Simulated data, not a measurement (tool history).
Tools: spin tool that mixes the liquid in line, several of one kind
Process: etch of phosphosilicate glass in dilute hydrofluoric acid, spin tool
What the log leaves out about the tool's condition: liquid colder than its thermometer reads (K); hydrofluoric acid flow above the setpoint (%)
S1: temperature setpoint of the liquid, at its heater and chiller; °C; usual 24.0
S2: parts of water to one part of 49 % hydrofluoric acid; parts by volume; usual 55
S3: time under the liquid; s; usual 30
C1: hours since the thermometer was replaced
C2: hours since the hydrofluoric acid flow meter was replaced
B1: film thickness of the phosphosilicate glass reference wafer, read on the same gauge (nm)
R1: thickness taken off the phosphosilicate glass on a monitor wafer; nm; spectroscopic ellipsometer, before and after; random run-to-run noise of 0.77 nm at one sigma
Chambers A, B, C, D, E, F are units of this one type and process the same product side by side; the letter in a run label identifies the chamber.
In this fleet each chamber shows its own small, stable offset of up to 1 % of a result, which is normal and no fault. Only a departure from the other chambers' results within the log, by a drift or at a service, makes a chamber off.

Run 1E, hour 4.7: usual settings; C1 1150.6; C2 809.5; B1 79.992. Result: R1 77.375 nm.
Run 2B, hour 8.6: usual settings; C1 2001.6; C2 51.2; B1 79.982. Result: R1 78.265 nm.
Run 3C, hour 12.2: usual settings; C1 2340.0; C2 511.4; B1 79.984. Result: R1 78.052 nm.
Run 4A, hour 16.5: usual settings; C1 152.9; C2 177.6; B1 79.988. Result: R1 78.110 nm.
Run 5F, hour 19.1: usual settings; C1 847.2; C2 161.9; B1 80.022. Result: R1 77.998 nm.
Run 6D, hour 22.1: usual settings but S1 20.5 °C, S2 80 parts by volume; C1 463.8; C2 923.7; B1 80.008. Result: R1 45.357 nm.
Run 7E, hour 26.6: usual settings but S1 20.5 °C, S2 80 parts by volume; C1 1172.5; C2 831.4; B1 80.001. Result: R1 44.026 nm.
Run 8A, hour 31.5: usual settings but S1 20.5 °C, S2 80 parts by volume; C1 167.9; C2 192.6; B1 79.999. Result: R1 44.719 nm.
Run 9C, hour 34.1: usual settings but S1 20.5 °C, S2 80 parts by volume; C1 2361.9; C2 533.3; B1 80.004. Result: R1 45.598 nm.
At hour 38.9: chamber E: hydrofluoric acid flow meter replaced.
Run 10F, hour 39.2: usual settings but S1 20.5 °C, S2 80 parts by volume; C1 867.3; C2 182.0; B1 79.995. Result: R1 45.022 nm.
Run 11D, hour 43.6: usual settings but S1 20.5 °C, S2 80 parts by volume; C1 485.3; C2 945.2; B1 79.991. Result: R1 45.767 nm.
Run 12B, hour 48.0: usual settings; C1 2041.0; C2 90.6; B1 79.993. Result: R1 78.315 nm.
Run 13B, hour 53.2: usual settings; C1 2046.2; C2 95.8; B1 79.999. Result: R1 78.298 nm.
Run 14A, hour 55.9: usual settings; C1 192.3; C2 217.0; B1 80.024. Result: R1 77.955 nm.
Run 15D, hour 61.0: usual settings; C1 502.7; C2 962.6; B1 79.989. Result: R1 79.446 nm.
Run 16E, hour 64.4: usual settings; C1 1210.3; C2 25.5; B1 79.994. Result: R1 75.617 nm.
Run 17F, hour 67.8: usual settings; C1 895.9; C2 210.6; B1 80.015. Result: R1 77.837 nm.
Run 18C, hour 71.9: usual settings; C1 2399.7; C2 571.1; B1 79.988. Result: R1 77.605 nm.
Run 19B, hour 74.3: usual settings; C1 2067.3; C2 116.9; B1 80.016. Result: R1 78.469 nm.
Run 20A, hour 78.0: usual settings; C1 214.4; C2 239.1; B1 80.001. Result: R1 78.899 nm.
Run 21C, hour 81.8: usual settings; C1 2409.6; C2 581.0; B1 80.019. Result: R1 78.192 nm.
Run 22D, hour 86.0: usual settings; C1 527.7; C2 987.6; B1 79.995. Result: R1 78.345 nm.
Run 23F, hour 88.6: usual settings; C1 916.7; C2 231.4; B1 80.012. Result: R1 77.654 nm.
Run 24E, hour 91.7: usual settings; C1 1237.6; C2 52.8; B1 80.032. Result: R1 73.031 nm.
Run 25A, hour 96.0: usual settings; C1 232.4; C2 257.1; B1 80.017. Result: R1 77.804 nm.
Run 26F, hour 99.6: usual settings; C1 927.7; C2 242.4; B1 79.992. Result: R1 77.936 nm.
Run 27C, hour 104.0: usual settings; C1 2431.8; C2 603.2; B1 79.983. Result: R1 77.906 nm.
Run 28E, hour 106.6: usual settings; C1 1252.5; C2 67.7; B1 80.019. Result: R1 73.009 nm.
Run 29B, hour 109.5: usual settings; C1 2102.5; C2 152.1; B1 79.973. Result: R1 79.348 nm.
Run 30D, hour 114.3: usual settings; C1 556.0; C2 1015.9; B1 79.983. Result: R1 78.024 nm.
Run 31E, hour 117.5: usual settings; C1 1263.4; C2 78.6; B1 80.013. Result: R1 73.310 nm.
Run 32B, hour 121.7: usual settings; C1 2114.7; C2 164.3; B1 79.996. Result: R1 78.224 nm.
Run 33A, hour 124.8: usual settings; C1 261.2; C2 285.9; B1 79.985. Result: R1 78.522 nm.
Run 34D, hour 130.0: usual settings; C1 571.7; C2 1031.6; B1 79.983. Result: R1 78.375 nm.
Run 35C, hour 134.8: usual settings; C1 2462.6; C2 634.0; B1 79.963. Result: R1 78.132 nm.
Run 36F, hour 137.3: usual settings; C1 965.4; C2 280.1; B1 80.011. Result: R1 78.408 nm.
Run 37F, hour 139.9: usual settings; C1 968.0; C2 282.7; B1 80.022. Result: R1 78.309 nm.
Run 38A, hour 143.5: usual settings; C1 279.9; C2 304.6; B1 79.977. Result: R1 79.172 nm.
Run 39C, hour 148.0: usual settings; C1 2475.8; C2 647.2; B1 80.019. Result: R1 78.050 nm.
Run 40B, hour 151.5: usual settings; C1 2144.5; C2 194.1; B1 80.005. Result: R1 78.843 nm.

Next, every chamber runs the same settings. What will each give?
Run 41A, hour 155.5: usual settings. Result: R1 ?.
Run 41B, hour 155.5: usual settings. Result: R1 ?.
Run 41C, hour 155.5: usual settings. Result: R1 ?.
Run 41D, hour 155.5: usual settings. Result: R1 ?.
Run 41E, hour 155.5: usual settings. Result: R1 ?.
Run 41F, hour 155.5: usual settings. Result: R1 ?.

run      R1
41A  77.605
41B  78.119
41C  79.200
41D  78.065
41E  71.973
41F  78.592
